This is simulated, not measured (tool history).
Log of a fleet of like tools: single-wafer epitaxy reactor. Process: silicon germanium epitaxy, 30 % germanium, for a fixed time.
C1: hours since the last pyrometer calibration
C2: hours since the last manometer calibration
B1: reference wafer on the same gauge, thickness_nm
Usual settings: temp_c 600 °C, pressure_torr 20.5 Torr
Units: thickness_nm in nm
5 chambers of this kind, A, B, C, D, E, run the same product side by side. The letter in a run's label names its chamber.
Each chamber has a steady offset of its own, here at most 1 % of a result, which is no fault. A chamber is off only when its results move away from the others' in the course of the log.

{"run": "1C", "hour": 2.7, "temp_c": 600, "pressure_torr": 20.5, "C1": 1741.8, "C2": 64.6, "B1": 54.742, "thickness_nm": 59.588}
{"run": "2A", "hour": 6.4, "temp_c": 600, "pressure_torr": 20.5, "C1": 1161.0, "C2": 1191.9, "B1": 54.714, "thickness_nm": 60.195}
{"run": "3D", "hour": 10.8, "temp_c": 600, "pressure_torr": 20.5, "C1": 1528.4, "C2": 74.4, "B1": 54.774, "thickness_nm": 59.688}
{"run": "4B", "hour": 14.3, "temp_c": 600, "pressure_torr": 20.5, "C1": 1554.9, "C2": 367.7, "B1": 54.682, "thickness_nm": 59.888}
{"run": "5E", "hour": 19.6, "temp_c": 600, "pressure_torr": 20.5, "C1": 596.6, "C2": 791.8, "B1": 54.655, "thickness_nm": 59.983}
{"run": "6C", "hour": 22.8, "temp_c": 600, "pressure_torr": 20.5, "C1": 1761.9, "C2": 84.7, "B1": 54.71, "thickness_nm": 59.445}
{"run": "7A", "hour": 27.8, "temp_c": 600, "pressure_torr": 20.5, "C1": 1182.4, "C2": 1213.3, "B1": 54.755, "thickness_nm": 60.232}
{"run": "8B", "hour": 30.8, "temp_c": 600, "pressure_torr": 20.5, "C1": 1571.4, "C2": 384.2, "B1": 54.725, "thickness_nm": 60.061}
{"run": "9E", "hour": 34.4, "temp_c": 600, "pressure_torr": 20.5, "C1": 611.4, "C2": 806.6, "B1": 54.676, "thickness_nm": 59.967}
{"run": "10D", "hour": 39.8, "temp_c": 600, "pressure_torr": 16.4, "C1": 1557.4, "C2": 103.4, "B1": 54.75, "thickness_nm": 54.111}
{"run": "11D", "hour": 43.4, "temp_c": 600, "pressure_torr": 16.4, "C1": 1561.0, "C2": 107.0, "B1": 54.722, "thickness_nm": 54.618}
{"run": "12E", "hour": 46.2, "temp_c": 600, "pressure_torr": 16.4, "C1": 623.2, "C2": 818.4, "B1": 54.67, "thickness_nm": 54.715}
{"run": "13C", "hour": 49.6, "temp_c": 600, "pressure_torr": 16.4, "C1": 1788.7, "C2": 111.5, "B1": 54.668, "thickness_nm": 54.766}
{"run": "14B", "hour": 52.7, "temp_c": 600, "pressure_torr": 16.4, "C1": 1593.3, "C2": 406.1, "B1": 54.756, "thickness_nm": 54.729}
{"run": "15A", "hour": 55.8, "temp_c": 600, "pressure_torr": 20.5, "C1": 1210.4, "C2": 1241.3, "B1": 54.687, "thickness_nm": 59.154}
{"run": "16E", "hour": 59.9, "temp_c": 600, "pressure_torr": 20.5, "C1": 636.9, "C2": 832.1, "B1": 54.686, "thickness_nm": 59.87}
{"run": "17A", "hour": 62.7, "temp_c": 600, "pressure_torr": 20.5, "C1": 1217.3, "C2": 1248.2, "B1": 54.651, "thickness_nm": 60.253}
{"run": "18D", "hour": 65.2, "temp_c": 600, "pressure_torr": 20.5, "C1": 1582.8, "C2": 128.8, "B1": 54.738, "thickness_nm": 59.108}
{"run": "19B", "hour": 69.8, "temp_c": 600, "pressure_torr": 20.5, "C1": 1610.4, "C2": 423.2, "B1": 54.673, "thickness_nm": 59.629}
{"run": "20C", "hour": 72.2, "temp_c": 600, "pressure_torr": 20.5, "C1": 1811.3, "C2": 134.1, "B1": 54.708, "thickness_nm": 59.349}
{"run": "21D", "hour": 74.8, "temp_c": 588, "pressure_torr": 22.5, "C1": 1592.4, "C2": 138.4, "B1": 54.719, "thickness_nm": 49.075}
{"run": "22C", "hour": 78.3, "temp_c": 588, "pressure_torr": 22.5, "C1": 1817.4, "C2": 140.2, "B1": 54.665, "thickness_nm": 49.735}
{"run": "23E", "hour": 83.3, "temp_c": 588, "pressure_torr": 22.5, "C1": 660.3, "C2": 855.5, "B1": 54.715, "thickness_nm": 50.337}
{"run": "24B", "hour": 86.1, "temp_c": 588, "pressure_torr": 22.5, "C1": 1626.7, "C2": 439.5, "B1": 54.648, "thickness_nm": 50.275}
{"run": "25A", "hour": 90.1, "temp_c": 588, "pressure_torr": 22.5, "C1": 1244.7, "C2": 1275.6, "B1": 54.738, "thickness_nm": 50.038}
{"run": "26B", "hour": 92.5, "temp_c": 600, "pressure_torr": 20.5, "C1": 1633.1, "C2": 445.9, "B1": 54.681, "thickness_nm": 59.98}
{"run": "27D", "hour": 96.4, "temp_c": 600, "pressure_torr": 20.5, "C1": 1614.0, "C2": 160.0, "B1": 54.639, "thickness_nm": 59.491}
{"hour": 96.8, "done": "chamber B: pyrometer calibrated"}
{"run": "28A", "hour": 99.5, "temp_c": 600, "pressure_torr": 20.5, "C1": 1254.1, "C2": 1285.0, "B1": 54.7, "thickness_nm": 59.947}
{"run": "29C", "hour": 104.3, "temp_c": 600, "pressure_torr": 20.5, "C1": 1843.4, "C2": 166.2, "B1": 54.748, "thickness_nm": 59.723}
{"run": "30E", "hour": 109.4, "temp_c": 600, "pressure_torr": 20.5, "C1": 686.4, "C2": 881.6, "B1": 54.722, "thickness_nm": 59.639}
{"run": "31A", "hour": 112.2, "temp_c": 600, "pressure_torr": 20.5, "C1": 1266.8, "C2": 1297.7, "B1": 54.708, "thickness_nm": 60.324}
{"run": "32D", "hour": 116.9, "temp_c": 600, "pressure_torr": 20.5, "C1": 1634.5, "C2": 180.5, "B1": 54.771, "thickness_nm": 59.355}
{"run": "33B", "hour": 119.9, "temp_c": 600, "pressure_torr": 20.5, "C1": 23.2, "C2": 473.3, "B1": 54.656, "thickness_nm": 57.745}
{"run": "34C", "hour": 124.0, "temp_c": 600, "pressure_torr": 20.5, "C1": 1863.1, "C2": 185.9, "B1": 54.673, "thickness_nm": 59.585}
{"run": "35E", "hour": 128.4, "temp_c": 600, "pressure_torr": 20.5, "C1": 705.4, "C2": 900.6, "B1": 54.69, "thickness_nm": 59.773}
{"run": "36B", "hour": 133.3, "temp_c": 600, "pressure_torr": 20.5, "C1": 36.6, "C2": 486.7, "B1": 54.699, "thickness_nm": 58.247}
{"run": "37E", "hour": 136.3, "temp_c": 600, "pressure_torr": 20.5, "C1": 713.3, "C2": 908.5, "B1": 54.699, "thickness_nm": 60.73}
{"run": "38A", "hour": 139.3, "temp_c": 600, "pressure_torr": 20.5, "C1": 1293.9, "C2": 1324.8, "B1": 54.694, "thickness_nm": 59.912}
{"run": "39D", "hour": 141.9, "temp_c": 600, "pressure_torr": 20.5, "C1": 1659.5, "C2": 205.5, "B1": 54.64, "thickness_nm": 59.764}
{"run": "40C", "hour": 145.7, "temp_c": 600, "pressure_torr": 17.1, "C1": 1884.8, "C2": 207.6, "B1": 54.696, "thickness_nm": 55.581}
{"run": "41A", "hour": 150.6, "temp_c": 600, "pressure_torr": 17.1, "C1": 1305.2, "C2": 1336.1, "B1": 54.681, "thickness_nm": 55.867}
{"run": "42D", "hour": 153.6, "temp_c": 600, "pressure_torr": 17.1, "C1": 1671.2, "C2": 217.2, "B1": 54.682, "thickness_nm": 55.333}
{"run": "43C", "hour": 157.3, "temp_c": 600, "pressure_torr": 17.1, "C1": 1896.4, "C2": 219.2, "B1": 54.707, "thickness_nm": 55.556}

Is one chamber off against the others, does the gauge drift, or is nothing wrong? If a chamber is off, say which, and what the likeliest cause is.

A service left chamber B off against the others.
Cause: wafer temperature below the value expected at the setpoint (K) = 1.88.

Here are 4 candidates for chamber B's next run, each the usual settings with a change, their results left as question marks. Which one brings its results back in line with what the others give on the usual settings?
In line means no further than this from the other chambers' mean on the usual settings: thickness_nm 0.940 nm
{"run": "44B-1", "hour": 161.1, "temp_c": 603, "pressure_torr": 20.5, "thickness_nm": "?"}
{"run": "44B-2", "hour": 161.1, "temp_c": 598, "pressure_torr": 20.5, "thickness_nm": "?"}
{"run": "44B-3", "hour": 161.1, "temp_c": 597, "pressure_torr": 20.1, "thickness_nm": "?"}
{"run": "44B-4", "hour": 161.1, "temp_c": 602, "pressure_torr": 20.5, "thickness_nm": "?"}

The other chambers' mean on the usual settings: thickness_nm 59.730 nm
run=44B-1 thickness_nm=61.060
run=44B-2 thickness_nm=55.791
run=44B-3 thickness_nm=54.355
run=44B-4 thickness_nm=59.973
44B-4 brings the chamber back in line.

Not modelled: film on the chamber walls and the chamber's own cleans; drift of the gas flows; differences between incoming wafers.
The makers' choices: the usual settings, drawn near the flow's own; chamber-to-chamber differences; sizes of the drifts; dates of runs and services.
